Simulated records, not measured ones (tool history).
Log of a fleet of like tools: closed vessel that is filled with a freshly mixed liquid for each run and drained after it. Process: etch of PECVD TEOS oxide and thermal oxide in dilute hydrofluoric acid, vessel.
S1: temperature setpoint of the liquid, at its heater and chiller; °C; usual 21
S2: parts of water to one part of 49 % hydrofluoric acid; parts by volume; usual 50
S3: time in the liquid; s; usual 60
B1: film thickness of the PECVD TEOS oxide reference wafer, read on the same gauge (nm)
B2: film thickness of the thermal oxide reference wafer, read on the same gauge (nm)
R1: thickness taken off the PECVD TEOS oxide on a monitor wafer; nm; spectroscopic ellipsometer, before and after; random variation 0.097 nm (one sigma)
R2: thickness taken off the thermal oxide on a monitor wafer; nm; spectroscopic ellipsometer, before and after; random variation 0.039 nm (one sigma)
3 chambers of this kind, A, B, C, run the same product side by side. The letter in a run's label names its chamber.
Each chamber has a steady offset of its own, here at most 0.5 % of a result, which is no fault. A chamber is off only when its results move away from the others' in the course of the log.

run	hour	S1	S2	S3	B1	B2	R1	R2
1C	9.2	21	50	60	119.98	39.974	29.237	5.2455
2B	23.3	21	50	60	120.01	40.009	29.383	5.1714
3A	32.4	21	50	60	120.01	40	29.084	5.1867
4A	42.9	21	50	60	119.98	40.013	29.411	5.2354
5B	53.9	21	50	90	119.98	39.981	44.15	7.7118
6C	61	21	50	90	120.01	40.011	43.835	7.8465
7C	75.2	21	50	90	120.01	39.988	44.077	7.7788
8A	82.3	21	50	60	120.02	40.028	29.352	5.2084
9B	95.5	21	60	85	120	40.018	34.326	6.0966
10A	109.8	21	60	85	120	39.981	34.213	6.1465
11C	124.4	21	60	85	120	39.957	33.912	6.1119
12B	137.2	21	50	60	119.98	40.018	29.476	5.109
13C	149.3	24	50	85	119.99	39.963	47.171	8.3326
14A	162	24	50	85	120	39.993	47.109	8.295
15B	176	24	50	85	119.99	39.985	47.18	8.3345
16B	187.1	21	50	60	120.01	39.994	29.455	5.1905
# hour 194.8: chamber C: thermometer replaced
17C	196.7	21	50	60	120.01	40.03	29.431	5.2664
18A	205	21	50	60	120.01	40.046	29.211	5.1785
19A	211.5	21	50	60	120.01	39.99	29.279	5.2471
20B	224.7	21	50	60	119.99	39.947	29.439	5.1763
21C	232	21	50	60	120	40.016	29.217	5.2346
22A	238.6	21	50	60	120	39.991	29.284	5.2191
23C	249.4	21	50	60	119.99	40.016	29.143	5.2508
24B	259.4	21	50	60	120.02	39.974	29.417	5.1892
25A	266.5	21	50	60	120	40.014	29.143	5.2523
26C	281.2	21	50	60	119.99	40	29.333	5.2488
27B	289.2	21	50	60	119.99	40.012	29.533	5.2511
28B	301.2	21	50	60	119.99	39.973	29.387	5.1585
29C	310.1	21	40	85	120	40.017	52.604	9.354
30A	324.6	21	40	85	120	39.964	52.115	9.1759
31A	337.2	21	40	85	119.99	40.021	52.137	9.1953
32C	348	21	50	60	119.99	39.971	29.369	5.2219
33B	359.8	17.5	50	60	119.99	40.001	25.253	4.5252
34B	367.7	17.5	50	60	120	39.994	25.309	4.4898
35C	378.9	17.5	50	60	119.99	39.976	25.052	4.5088
36A	386.6	21	50	60	120.01	40.024	29.271	5.1942
37A	393.2	17.5	30	60	120.01	39.989	42.536	7.6031
38C	404.7	17.5	30	60	120	39.989	43.568	7.6652

Next, every chamber runs the same settings. What will each give?
39A	415.2	21	50	60			?	?
39B	415.2	21	50	60			?	?
39C	415.2	21	50	60			?	?

run	R1	R2
39A	29.244	5.213
39B	29.448	5.1024
39C	29.437	5.2302
